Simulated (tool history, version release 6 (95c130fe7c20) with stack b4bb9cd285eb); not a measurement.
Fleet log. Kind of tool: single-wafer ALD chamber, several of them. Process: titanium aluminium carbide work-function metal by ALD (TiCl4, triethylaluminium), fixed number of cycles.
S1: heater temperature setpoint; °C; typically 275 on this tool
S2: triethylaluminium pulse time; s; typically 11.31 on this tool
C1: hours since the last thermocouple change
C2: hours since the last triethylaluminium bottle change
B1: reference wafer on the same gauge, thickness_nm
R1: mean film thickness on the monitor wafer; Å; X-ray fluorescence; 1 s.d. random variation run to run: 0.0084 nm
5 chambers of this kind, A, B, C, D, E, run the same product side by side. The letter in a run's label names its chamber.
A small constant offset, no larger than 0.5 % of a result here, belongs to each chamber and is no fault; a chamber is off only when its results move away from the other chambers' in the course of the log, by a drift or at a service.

{"run": "1C", "hour": 7.6, "S1": 275, "S2": 11.31, "C1": 194.8, "C2": 375.5, "B1": 1.7612, "R1": 17.918}
{"run": "2D", "hour": 18.3, "S1": 275, "S2": 11.31, "C1": 2003, "C2": 660.1, "B1": 1.7615, "R1": 17.937}
{"run": "3A", "hour": 27.2, "S1": 275, "S2": 11.31, "C1": 105.8, "C2": 300.7, "B1": 1.7607, "R1": 18.213}
{"run": "4E", "hour": 39.4, "S1": 275, "S2": 11.31, "C1": 2436.7, "C2": 661.8, "B1": 1.762, "R1": 18.108}
{"run": "5B", "hour": 51.0, "S1": 275, "S2": 11.31, "C1": 247.2, "C2": 737.8, "B1": 1.7596, "R1": 17.99}
{"run": "6E", "hour": 60.6, "S1": 275, "S2": 11.31, "C1": 2457.9, "C2": 683, "B1": 1.761, "R1": 18.26}
{"run": "7B", "hour": 71.6, "S1": 275, "S2": 11.31, "C1": 267.8, "C2": 758.4, "B1": 1.761, "R1": 18.151}
{"hour": 78.6, "done": "chamber E: thermocouple changed; heater temperature recalibrated"}
{"run": "8C", "hour": 81.1, "S1": 275, "S2": 11.31, "C1": 268.3, "C2": 449, "B1": 1.759, "R1": 18.117}
{"run": "9D", "hour": 95.4, "S1": 275, "S2": 11.31, "C1": 2080.1, "C2": 737.2, "B1": 1.7589, "R1": 17.841}
{"hour": 102.9, "done": "chamber D: triethylaluminium bottle replaced"}
{"run": "10A", "hour": 104.3, "S1": 275, "S2": 11.31, "C1": 182.9, "C2": 377.8, "B1": 1.7605, "R1": 18.1}
{"run": "11A", "hour": 116.2, "S1": 275, "S2": 11.31, "C1": 194.8, "C2": 389.7, "B1": 1.7603, "R1": 18.054}
{"run": "12B", "hour": 128.1, "S1": 275, "S2": 11.31, "C1": 324.3, "C2": 814.9, "B1": 1.7581, "R1": 17.955}
{"run": "13E", "hour": 134.9, "S1": 275, "S2": 11.31, "C1": 56.4, "C2": 757.3, "B1": 1.7595, "R1": 17.947}
{"run": "14C", "hour": 144.8, "S1": 275, "S2": 11.31, "C1": 332, "C2": 512.7, "B1": 1.759, "R1": 17.868}
{"run": "15D", "hour": 155.5, "S1": 262, "S2": 8.53, "C1": 2140.2, "C2": 52.6, "B1": 1.7617, "R1": 16.227}
{"run": "16D", "hour": 170.0, "S1": 262, "S2": 8.53, "C1": 2154.7, "C2": 67.1, "B1": 1.76, "R1": 16.37}
{"run": "17A", "hour": 177.7, "S1": 262, "S2": 8.53, "C1": 256.3, "C2": 451.2, "B1": 1.7614, "R1": 16.286}
{"run": "18C", "hour": 185.2, "S1": 262, "S2": 8.53, "C1": 372.4, "C2": 553.1, "B1": 1.7602, "R1": 16.495}
{"run": "19B", "hour": 199.8, "S1": 262, "S2": 8.53, "C1": 396, "C2": 886.6, "B1": 1.7605, "R1": 15.954}
{"run": "20E", "hour": 212.1, "S1": 275, "S2": 11.31, "C1": 133.6, "C2": 834.5, "B1": 1.7625, "R1": 18.183}
{"run": "21C", "hour": 223.8, "S1": 275, "S2": 11.31, "C1": 411, "C2": 591.7, "B1": 1.7606, "R1": 18.064}
{"run": "22E", "hour": 231.2, "S1": 275, "S2": 11.31, "C1": 152.7, "C2": 853.6, "B1": 1.758, "R1": 18.208}
{"run": "23B", "hour": 237.6, "S1": 275, "S2": 11.31, "C1": 433.8, "C2": 924.4, "B1": 1.7584, "R1": 17.799}
{"run": "24D", "hour": 248.1, "S1": 275, "S2": 11.31, "C1": 2232.8, "C2": 145.2, "B1": 1.76, "R1": 18.083}
{"run": "25A", "hour": 261.7, "S1": 275, "S2": 11.31, "C1": 340.3, "C2": 535.2, "B1": 1.7618, "R1": 18.063}
{"hour": 267.0, "done": "chamber D: thermocouple changed; heater temperature recalibrated"}
{"run": "26A", "hour": 274.6, "S1": 275, "S2": 11.31, "C1": 353.2, "C2": 548.1, "B1": 1.7593, "R1": 17.991}
{"run": "27B", "hour": 283.1, "S1": 275, "S2": 11.31, "C1": 479.3, "C2": 969.9, "B1": 1.7582, "R1": 17.623}
{"run": "28D", "hour": 294.4, "S1": 275, "S2": 11.31, "C1": 27.4, "C2": 191.5, "B1": 1.7613, "R1": 17.884}
{"run": "29C", "hour": 301.4, "S1": 275, "S2": 8.27, "C1": 488.6, "C2": 669.3, "B1": 1.7607, "R1": 17.311}
{"hour": 305.2, "done": "chamber E: triethylaluminium bottle replaced"}
{"run": "30E", "hour": 311.0, "S1": 275, "S2": 8.27, "C1": 232.5, "C2": 5.8, "B1": 1.76, "R1": 17.31}
{"run": "31C", "hour": 319.2, "S1": 275, "S2": 8.27, "C1": 506.4, "C2": 687.1, "B1": 1.7595, "R1": 17.385}
{"run": "32A", "hour": 330.3, "S1": 275, "S2": 8.27, "C1": 408.9, "C2": 603.8, "B1": 1.7621, "R1": 17.32}
{"run": "33E", "hour": 337.2, "S1": 275, "S2": 8.27, "C1": 258.7, "C2": 32, "B1": 1.761, "R1": 17.362}
{"run": "34D", "hour": 348.4, "S1": 275, "S2": 11.31, "C1": 81.4, "C2": 245.5, "B1": 1.7604, "R1": 17.929}
{"run": "35B", "hour": 360.2, "S1": 275, "S2": 11.31, "C1": 556.4, "C2": 1047, "B1": 1.7589, "R1": 17.658}
{"run": "36B", "hour": 368.3, "S1": 275, "S2": 11.31, "C1": 564.5, "C2": 1055.1, "B1": 1.7601, "R1": 17.502}
{"run": "37D", "hour": 375.4, "S1": 275, "S2": 11.31, "C1": 108.4, "C2": 272.5, "B1": 1.7603, "R1": 17.934}
{"run": "38C", "hour": 385.4, "S1": 275, "S2": 11.31, "C1": 572.6, "C2": 753.3, "B1": 1.76, "R1": 18.076}
{"run": "39E", "hour": 392.2, "S1": 275, "S2": 14.39, "C1": 313.7, "C2": 87, "B1": 1.7612, "R1": 18.443}
{"run": "40A", "hour": 404.1, "S1": 275, "S2": 14.39, "C1": 482.7, "C2": 677.6, "B1": 1.7598, "R1": 18.175}
{"run": "41A", "hour": 413.1, "S1": 275, "S2": 14.39, "C1": 491.7, "C2": 686.6, "B1": 1.7613, "R1": 18.096}

What goes on in this fleet: one chamber off, a drifting gauge, or nothing beyond the chambers' own small offsets? Name the chamber and the cause, if any.

Little by little, chamber B moves away from the other chambers.
Likeliest cause: triethylaluminium dose below that of a fresh bottle (%) = 29.9.

Chamber B could run next with any of the 4 candidate recipes listed below; each alters the usual settings, and their results appear as question marks. Which one brings its results back in line with what the other chambers deliver on the usual settings?
In line means no further than this from the other chambers' mean on the usual settings: R1 0.29 Å
{"run": "42B-1", "hour": 423.6, "S1": 257, "S2": 11.31, "R1": "?"}
{"run": "42B-2", "hour": 423.6, "S1": 266, "S2": 11.31, "R1": "?"}
{"run": "42B-3", "hour": 423.6, "S1": 285, "S2": 14.6, "R1": "?"}
{"run": "42B-4", "hour": 423.6, "S1": 284, "S2": 11.31, "R1": "?"}

Average result of the remaining chambers running the usual settings: R1 18.014 Å
run=42B-1 R1=15.811
run=42B-2 R1=16.531
run=42B-3 R1=18.763
run=42B-4 R1=17.994
42B-4 is the one that brings the chamber's results back in line with the other chambers.
